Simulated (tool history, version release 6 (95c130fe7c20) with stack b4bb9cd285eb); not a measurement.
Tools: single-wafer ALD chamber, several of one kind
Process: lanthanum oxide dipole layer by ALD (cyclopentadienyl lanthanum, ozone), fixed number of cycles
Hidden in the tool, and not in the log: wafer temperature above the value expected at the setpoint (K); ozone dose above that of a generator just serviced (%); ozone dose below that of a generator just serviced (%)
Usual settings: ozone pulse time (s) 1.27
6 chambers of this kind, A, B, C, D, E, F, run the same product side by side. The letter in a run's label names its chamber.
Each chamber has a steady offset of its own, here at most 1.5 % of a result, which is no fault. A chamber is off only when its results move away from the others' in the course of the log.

run	hour	ozone pulse time (s)	hours since the last thermocouple change	hours since the last ozone generator service	read-back reference wafer on the same gauge, thickness_nm	mean film thickness on the monitor wafer (angstrom)
1A	6.8	1.27	88.8	61.3	0.56943	5.3579
2E	20.2	1.27	724.2	580.1	0.5689	5.2949
3C	33.9	1.27	737.9	304.8	0.56863	5.3001
4F	42.6	1.27	423.2	1352.2	0.5691	5.3586
5D	54.8	1.27	1944.7	98.1	0.56982	5.4132
6B	68	1.27	1009.2	1329	0.56915	5.3215
7C	77.9	1.27	781.9	348.8	0.56933	5.3249
8A	90.8	1.27	172.8	145.3	0.56888	5.3058
9D	97.6	1.27	1987.5	140.9	0.56874	5.44
10B	106.7	1.27	1047.9	1367.7	0.56924	5.3262
11E	117.7	1.27	821.7	677.6	0.56922	5.2703
12F	126.2	1.27	506.8	1435.8	0.56861	5.3169
# hour 132.4: chamber F: ozone generator serviced
13C	134.3	1.27	838.3	405.2	0.56898	5.3003
14B	148.1	1.27	1089.3	1409.1	0.56904	5.3414
15E	161.6	1.06	865.6	721.5	0.56915	5.0682
16D	170.2	1.06	2060.1	213.5	0.56883	5.164
17F	180.2	1.06	560.8	47.8	0.56863	5.0804
18A	188.7	1.06	270.7	243.2	0.56927	5.0882
19A	198	1.06	280	252.5	0.56886	5.1171
20F	208.9	1.06	589.5	76.5	0.56905	5.1109
21D	221.5	1.27	2111.4	264.8	0.56894	5.3625
# hour 229.9: chamber E: ozone generator serviced
22B	234.5	0.78	1175.7	1495.5	0.56905	4.609
23C	241.5	0.78	945.5	512.4	0.56843	4.5198
24E	254.8	0.78	958.8	24.9	0.5687	4.4665
25C	260.9	0.78	964.9	531.8	0.5691	4.4682
26F	274	0.78	654.6	141.6	0.56917	4.5976
27A	285.2	0.78	367.2	339.7	0.56944	4.5504
28B	293.9	1.27	1235.1	1554.9	0.56899	5.3757
29D	306.5	1.27	2196.4	349.8	0.56871	5.3928
30E	318.6	1.27	1022.6	88.7	0.56927	5.3225
31C	326.1	1.27	1030.1	597	0.56955	5.2167
32E	332.8	0.91	1036.8	102.9	0.56862	4.7957
33A	343.4	0.91	425.4	397.9	0.56891	4.8539
34B	349.8	0.91	1291	1610.8	0.56854	4.8446
35D	360.5	0.91	2250.4	403.8	0.56929	4.8633
36F	373.7	0.91	754.3	241.3	0.56858	4.8429
37F	381.6	0.91	762.2	249.2	0.56909	4.8774
38E	390.8	1.27	1094.8	160.9	0.5685	5.2952

All 6 chambers run these settings next. Forecast each chamber's results:
39A	400.8	1.27				?
39B	400.8	1.27				?
39C	400.8	1.27				?
39D	400.8	1.27				?
39E	400.8	1.27				?
39F	400.8	1.27				?

run	mean film thickness on the monitor wafer (angstrom)
39A	5.3066
39B	5.3285
39C	5.1738
39D	5.3968
39E	5.2797
39F	5.3427
